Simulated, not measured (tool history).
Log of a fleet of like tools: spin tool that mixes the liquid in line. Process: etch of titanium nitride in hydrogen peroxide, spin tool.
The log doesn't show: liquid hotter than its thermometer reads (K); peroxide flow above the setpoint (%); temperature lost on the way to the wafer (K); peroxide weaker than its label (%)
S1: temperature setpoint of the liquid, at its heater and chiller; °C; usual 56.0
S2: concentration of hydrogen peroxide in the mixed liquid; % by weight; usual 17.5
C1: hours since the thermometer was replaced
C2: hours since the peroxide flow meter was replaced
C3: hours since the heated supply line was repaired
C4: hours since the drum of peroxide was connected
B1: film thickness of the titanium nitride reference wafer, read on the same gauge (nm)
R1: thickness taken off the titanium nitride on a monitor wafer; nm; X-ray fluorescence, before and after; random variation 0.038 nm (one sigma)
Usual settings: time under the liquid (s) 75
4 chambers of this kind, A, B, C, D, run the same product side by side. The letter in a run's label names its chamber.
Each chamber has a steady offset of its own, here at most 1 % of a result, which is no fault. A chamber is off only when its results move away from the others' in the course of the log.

Run 1C, hour 14.1: usual settings; C1 587.2; C2 1278.0; C3 694.5; C4 473.7; B1 30.036. Result: R1 4.0176 nm.
At hour 15.8: chamber B: new drum of peroxide connected.
Run 2D, hour 25.8: usual settings; C1 1038.2; C2 1291.6; C3 1817.8; C4 722.7; B1 30.018. Result: R1 3.9789 nm.
Run 3A, hour 36.2: usual settings; C1 1466.6; C2 384.7; C3 1469.8; C4 110.3; B1 30.007. Result: R1 4.0607 nm.
Run 4B, hour 45.8: usual settings; C1 1130.3; C2 746.7; C3 2079.8; C4 30.0; B1 29.990. Result: R1 4.0799 nm.
Run 5A, hour 52.7: usual settings; C1 1483.1; C2 401.2; C3 1486.3; C4 126.8; B1 30.015. Result: R1 4.0533 nm.
Run 6D, hour 66.8: usual settings; C1 1079.2; C2 1332.6; C3 1858.8; C4 763.7; B1 30.002. Result: R1 4.0046 nm.
Run 7B, hour 79.1: usual settings; C1 1163.6; C2 780.0; C3 2113.1; C4 63.3; B1 29.989. Result: R1 4.0445 nm.
Run 8C, hour 90.7: usual settings; C1 663.8; C2 1354.6; C3 771.1; C4 550.3; B1 29.999. Result: R1 4.0463 nm.
At hour 94.3: chamber C: heated supply line repaired.
Run 9A, hour 102.9: usual settings; C1 1533.3; C2 451.4; C3 1536.5; C4 177.0; B1 29.997. Result: R1 3.9822 nm.
Run 10C, hour 110.5: usual settings; C1 683.6; C2 1374.4; C3 16.3; C4 570.1; B1 30.003. Result: R1 4.1200 nm.
Run 11B, hour 117.6: usual settings; C1 1202.1; C2 818.5; C3 2151.6; C4 101.8; B1 29.995. Result: R1 4.0851 nm.
Run 12D, hour 126.7: usual settings; C1 1139.1; C2 1392.5; C3 1918.7; C4 823.6; B1 29.970. Result: R1 3.9407 nm.
Run 13A, hour 134.9: usual settings; C1 1565.3; C2 483.4; C3 1568.5; C4 209.0; B1 29.977. Result: R1 4.0807 nm.
At hour 148.7: chamber D: new drum of peroxide connected.
Run 14C, hour 150.1: usual settings; C1 723.2; C2 1414.0; C3 55.9; C4 609.7; B1 30.016. Result: R1 4.0418 nm.
At hour 157.0: chamber D: thermometer replaced.
Run 15D, hour 164.9: usual settings; C1 8.0; C2 1430.7; C3 1956.9; C4 16.3; B1 30.011. Result: R1 3.8799 nm.
Run 16B, hour 174.2: usual settings; C1 1258.7; C2 875.1; C3 2208.2; C4 158.4; B1 30.032. Result: R1 4.0889 nm.
Run 17A, hour 185.2: usual settings; C1 1615.6; C2 533.7; C3 1618.8; C4 259.3; B1 29.950. Result: R1 4.1195 nm.
Run 18B, hour 195.6: usual settings; C1 1280.1; C2 896.5; C3 2229.6; C4 179.8; B1 30.007. Result: R1 4.0948 nm.
Run 19D, hour 204.9: usual settings; C1 48.0; C2 1470.7; C3 1996.9; C4 56.3; B1 30.037. Result: R1 3.7627 nm.
Run 20C, hour 214.2: usual settings but S1 62.5 °C, time under the liquid (s) 60; C1 787.3; C2 1478.1; C3 120.0; C4 673.8; B1 30.002. Result: R1 5.0787 nm.
Run 21D, hour 223.5: usual settings but S1 62.5 °C, time under the liquid (s) 60; C1 66.6; C2 1489.3; C3 2015.5; C4 74.9; B1 29.970. Result: R1 4.7342 nm.
Run 22C, hour 236.5: usual settings but S1 62.5 °C, time under the liquid (s) 60; C1 809.6; C2 1500.4; C3 142.3; C4 696.1; B1 30.027. Result: R1 5.0714 nm.
Run 23B, hour 251.7: usual settings but S1 62.5 °C, time under the liquid (s) 60; C1 1336.2; C2 952.6; C3 2285.7; C4 235.9; B1 30.012. Result: R1 5.0429 nm.
Run 24A, hour 260.1: usual settings; C1 1690.5; C2 608.6; C3 1693.7; C4 334.2; B1 30.031. Result: R1 3.9933 nm.
Run 25A, hour 272.5: usual settings; C1 1702.9; C2 621.0; C3 1706.1; C4 346.6; B1 30.002. Result: R1 4.0319 nm.
Run 26D, hour 279.4: usual settings; C1 122.5; C2 1545.2; C3 2071.4; C4 130.8; B1 29.977. Result: R1 3.7694 nm.
Run 27C, hour 294.7: usual settings; C1 867.8; C2 1558.6; C3 200.5; C4 754.3; B1 30.023. Result: R1 4.0589 nm.
Run 28B, hour 306.0: usual settings but time under the liquid (s) 40; C1 1390.5; C2 1006.9; C3 2340.0; C4 290.2; B1 29.989. Result: R1 2.1798 nm.
Run 29C, hour 318.2: usual settings but time under the liquid (s) 40; C1 891.3; C2 1582.1; C3 224.0; C4 777.8; B1 30.011. Result: R1 2.1622 nm.
Run 30A, hour 326.6: usual settings but time under the liquid (s) 40; C1 1757.0; C2 675.1; C3 1760.2; C4 400.7; B1 30.020. Result: R1 2.1798 nm.

What goes on in this fleet: one chamber off, a drifting gauge, or nothing beyond the chambers' own small offsets? Name the chamber and the cause, if any.

Chamber D drifts away from the others.
Cause: temperature lost on the way to the wafer (K) = 1.34.

Here are 4 candidates for chamber D's next run, each the usual settings with a change, their results left as question marks. Which one brings its results back in line with what the others give on the usual settings?
In line means no further than this from the other chambers' mean on the usual settings: R1 0.1300 nm
Run 31D-1, hour 337.8: usual settings but S1 57.5 °C. Result: R1 ?.
Run 31D-2, hour 337.8: usual settings but S1 56.5 °C. Result: R1 ?.
Run 31D-3, hour 337.8: usual settings but S1 55.5 °C. Result: R1 ?.
Run 31D-4, hour 337.8: usual settings but S1 55.5 °C, time under the liquid (s) 70. Result: R1 ?.

The other chambers' mean on the usual settings: R1 4.0521 nm
  run      R1
31D-1  4.0519
31D-2  3.7814
31D-3  3.5301
31D-4  3.2947
31D-1 brings the chamber back in line.
